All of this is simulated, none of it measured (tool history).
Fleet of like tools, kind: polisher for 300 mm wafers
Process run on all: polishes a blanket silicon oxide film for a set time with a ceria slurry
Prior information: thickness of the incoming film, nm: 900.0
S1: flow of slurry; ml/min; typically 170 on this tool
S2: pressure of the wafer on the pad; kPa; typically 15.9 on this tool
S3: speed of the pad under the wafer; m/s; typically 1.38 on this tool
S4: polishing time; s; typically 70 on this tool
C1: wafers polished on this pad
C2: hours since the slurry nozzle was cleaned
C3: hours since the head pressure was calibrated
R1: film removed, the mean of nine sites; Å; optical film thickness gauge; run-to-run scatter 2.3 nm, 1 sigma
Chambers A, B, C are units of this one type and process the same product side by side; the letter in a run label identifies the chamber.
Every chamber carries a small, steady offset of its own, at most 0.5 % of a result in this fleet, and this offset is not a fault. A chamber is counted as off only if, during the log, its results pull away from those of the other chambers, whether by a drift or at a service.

run	hour	S1	S2	S3	S4	C1	C2	C3	R1
1B	2.8	170	15.9	1.38	70	757	92.6	280.8	2725.9
2A	6.2	170	15.9	1.38	70	483	529	666.9	2720.9
3C	10.6	170	15.9	1.38	70	472	296.8	264.1	2718.8
4C	14.4	170	15.9	1.38	70	495	300.6	267.9	2679.8
# hour 18.7: chamber C: worn pad replaced by a new one
5B	19.1	170	15.9	1.38	70	857	108.9	297.1	2687.1
6A	21.6	170	15.9	1.38	70	578	544.4	682.3	2720.8
7B	26.7	170	15.9	1.38	70	904	116.5	304.7	2685.9
8C	30.9	170	15.9	1.38	70	75	317.1	284.4	2722.5
9A	34.5	170	15.9	1.38	91	657	557.3	695.2	3538.3
10B	38.4	170	15.9	1.38	91	976	128.2	316.4	3501.6
11A	42.8	170	15.9	1.38	91	708	565.6	703.5	3492.3
12C	48.2	170	15.9	1.38	70	181	334.4	301.7	2727.9
13B	50.7	170	15.9	1.38	70	1052	140.5	328.7	2707.1
14A	55.6	170	15.9	1.38	70	787	578.4	716.3	2711.8
# hour 58.5: chamber B: worn pad replaced by a new one
15C	58.6	170	17.9	1.04	70	245	344.8	312.1	2334.1
16A	62.1	170	17.9	1.04	70	827	584.9	722.8	2318.1
17B	66.8	170	17.9	1.04	70	51	156.6	344.8	2289.1
18C	72.1	225	13.8	1.38	70	328	358.3	325.6	2470.5
19B	76.4	225	13.8	1.38	70	110	166.2	354.4	2407.2
20C	80.8	225	13.8	1.38	70	382	367	334.3	2428.5
21A	84.2	170	15.9	1.38	70	963	607	744.9	2741.5
22B	89.3	170	15.9	1.38	70	189	179.1	367.3	2682.9
23C	92.7	170	15.9	1.38	70	455	378.9	346.2	2672.8
24A	96.7	170	19.3	1.38	57	1040	619.5	757.4	2694.5
# hour 99.4: chamber C: worn pad replaced by a new one
25A	101.6	170	19.3	1.38	57	1070	624.4	762.3	2666.2
26C	106	170	19.3	1.38	57	40	392.2	359.5	2679.3
27B	109.7	170	15.9	1.38	70	315	199.5	387.7	2728.3
28A	113.6	170	15.9	1.38	70	1143	636.4	774.3	2752.6
29B	118.3	170	15.9	1.38	70	367	208.1	396.3	2701.4
# hour 122.7: chamber A: slurry nozzle cleaned
30C	123.2	170	15.9	1.38	70	146	409.4	376.7	2709.6
31A	126.4	150	17.9	1.38	70	1222	3.8	787.1	2984.7
32B	131.5	150	17.9	1.38	70	449	221.3	409.5	2943.3
# hour 132.7: chamber A: head pressure recalibrated
33C	134	150	17.9	1.38	70	212	420.2	387.5	2979.9
34A	136.7	170	15.9	1.38	70	1286	14.1	4	2728.2
# hour 138.7: chamber A: worn pad replaced by a new one
35C	139.3	170	15.9	1.38	70	245	425.5	392.8	2671.8
36B	142.5	170	15.9	1.38	70	516	232.3	420.5	2698.9
37C	146.7	170	15.9	1.38	70	291	432.9	400.2	2672.5
38A	150	170	15.9	1.38	70	69	27.4	17.3	2728.7
# hour 152.9: chamber B: slurry nozzle cleaned
39B	155.2	170	15.9	1.38	70	594	2.4	433.2	2686.2
40A	159.7	170	15.9	1.38	70	129	37.1	27	2699.9
41B	163.2	135	11.7	1.38	70	644	10.4	441.2	1912.8
42C	166.5	135	11.7	1.38	70	412	452.7	420	1900.4

What goes on in this fleet: one chamber off, a drifting gauge, or nothing beyond the chambers' own small offsets? Name the chamber and the cause, if any.

Beyond each chamber's small constant offset nothing stands out, and the gauge stays steady.
